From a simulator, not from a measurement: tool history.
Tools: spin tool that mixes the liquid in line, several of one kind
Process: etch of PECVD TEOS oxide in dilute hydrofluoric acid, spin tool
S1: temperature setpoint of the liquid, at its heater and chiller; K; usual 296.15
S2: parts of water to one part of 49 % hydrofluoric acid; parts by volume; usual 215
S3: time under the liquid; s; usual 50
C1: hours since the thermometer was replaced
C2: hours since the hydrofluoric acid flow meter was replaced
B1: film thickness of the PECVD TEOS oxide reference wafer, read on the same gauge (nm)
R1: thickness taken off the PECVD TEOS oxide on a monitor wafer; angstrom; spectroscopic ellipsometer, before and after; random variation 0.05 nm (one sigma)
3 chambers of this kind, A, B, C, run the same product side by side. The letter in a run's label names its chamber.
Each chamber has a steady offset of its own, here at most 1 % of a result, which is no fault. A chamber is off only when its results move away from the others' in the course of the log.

run 1A hour=12.3 | S1=296.15 S2=215 S3=50 | C1=849.7 C2=13.8 | B1=139.99 | R1=56.055
run 2C hour=23.8 | S1=296.15 S2=215 S3=50 | C1=470.9 C2=277.3 | B1=140.01 | R1=55.823
run 3B hour=31.0 | S1=296.15 S2=215 S3=50 | C1=89.2 C2=442.1 | B1=140.00 | R1=55.101
run 4C hour=43.1 | S1=296.15 S2=215 S3=50 | C1=490.2 C2=296.6 | B1=139.98 | R1=55.972
run 5B hour=49.3 | S1=296.15 S2=215 S3=50 | C1=107.5 C2=460.4 | B1=139.97 | R1=54.776
run 6A hour=59.4 | S1=296.15 S2=215 S3=50 | C1=896.8 C2=60.9 | B1=140.04 | R1=56.648
run 7B hour=70.8 | S1=296.15 S2=215 S3=50 | C1=129.0 C2=481.9 | B1=140.00 | R1=55.220
run 8C hour=79.6 | S1=296.15 S2=215 S3=50 | C1=526.7 C2=333.1 | B1=140.02 | R1=55.299
run 9A hour=88.5 | S1=296.15 S2=215 S3=50 | C1=925.9 C2=90.0 | B1=140.02 | R1=56.213
run 10A hour=98.1 | S1=298.15 S2=285 S3=50 | C1=935.5 C2=99.6 | B1=139.98 | R1=42.558
run 11B hour=107.3 | S1=298.15 S2=285 S3=50 | C1=165.5 C2=518.4 | B1=139.97 | R1=41.370
run 12C hour=113.0 | S1=298.15 S2=285 S3=50 | C1=560.1 C2=366.5 | B1=139.98 | R1=42.401
run 13C hour=121.5 | S1=296.15 S2=215 S3=50 | C1=568.6 C2=375.0 | B1=139.99 | R1=55.963
run 14B hour=127.7 | S1=296.15 S2=215 S3=50 | C1=185.9 C2=538.8 | B1=139.96 | R1=55.125
run 15A hour=139.5 | S1=296.15 S2=215 S3=50 | C1=976.9 C2=141.0 | B1=139.98 | R1=57.255
run 16C hour=149.4 | S1=296.15 S2=215 S3=50 | C1=596.5 C2=402.9 | B1=139.98 | R1=55.000
run 17B hour=160.6 | S1=296.15 S2=215 S3=50 | C1=218.8 C2=571.7 | B1=139.99 | R1=54.623
run 18A hour=166.8 | S1=296.15 S2=215 S3=50 | C1=1004.2 C2=168.3 | B1=139.99 | R1=56.181
run 19B hour=178.6 | S1=296.15 S2=215 S3=50 | C1=236.8 C2=589.7 | B1=140.05 | R1=54.255
run 20A hour=184.3 | S1=296.15 S2=215 S3=50 | C1=1021.7 C2=185.8 | B1=140.06 | R1=56.154
run 21C hour=190.4 | S1=296.15 S2=215 S3=50 | C1=637.5 C2=443.9 | B1=140.03 | R1=53.660
run 22A hour=201.6 | S1=296.15 S2=215 S3=50 | C1=1039.0 C2=203.1 | B1=139.97 | R1=56.307
run 23C hour=211.9 | S1=296.15 S2=215 S3=35 | C1=659.0 C2=465.4 | B1=140.00 | R1=36.505
-- hour=215.6 chamber B: hydrofluoric acid flow meter replaced
run 24B hour=223.1 | S1=296.15 S2=215 S3=35 | C1=281.3 C2=7.5 | B1=140.01 | R1=38.551
run 25B hour=228.9 | S1=296.15 S2=215 S3=35 | C1=287.1 C2=13.3 | B1=139.99 | R1=38.986
run 26C hour=239.7 | S1=296.15 S2=155 S3=50 | C1=686.8 C2=493.2 | B1=140.00 | R1=77.376
run 27A hour=252.0 | S1=296.15 S2=155 S3=50 | C1=1089.4 C2=253.5 | B1=140.03 | R1=83.869
run 28A hour=259.5 | S1=296.15 S2=155 S3=50 | C1=1096.9 C2=261.0 | B1=139.97 | R1=84.169
run 29C hour=271.4 | S1=296.15 S2=215 S3=50 | C1=718.5 C2=524.9 | B1=140.04 | R1=50.100
run 30B hour=278.5 | S1=298.65 S2=215 S3=75 | C1=336.7 C2=62.9 | B1=140.05 | R1=91.718
run 31A hour=284.8 | S1=298.65 S2=215 S3=75 | C1=1122.2 C2=286.3 | B1=139.95 | R1=93.054

What goes on in this fleet: one chamber off, a drifting gauge, or nothing beyond the chambers' own small offsets? Name the chamber and the cause, if any.

Chamber C drifts away from the others.
Cause: hydrofluoric acid flow below the setpoint (%) = 8.3.
The log may not tell that from: liquid colder than its thermometer reads (K).

Here are 4 candidates for chamber C's next run, each the usual settings with a change, their results left as question marks. Which one brings its results back in line with what the others give on the usual settings?
In line means no further than this from the other chambers' mean on the usual settings: R1 1.800 angstrom
run 32C-1 hour=293.9 | S1=297.15 S2=215 S3=50 | R1=?
run 32C-2 hour=293.9 | S1=295.15 S2=215 S3=50 | R1=?
run 32C-3 hour=293.9 | S1=296.15 S2=215 S3=45 | R1=?
run 32C-4 hour=293.9 | S1=299.15 S2=215 S3=50 | R1=?

The other chambers' mean on the usual settings: R1 55.867 angstrom
run=32C-1 R1=52.147
run=32C-2 R1=48.504
run=32C-3 R1=45.273
run=32C-4 R1=55.951
32C-4 brings the chamber back in line.
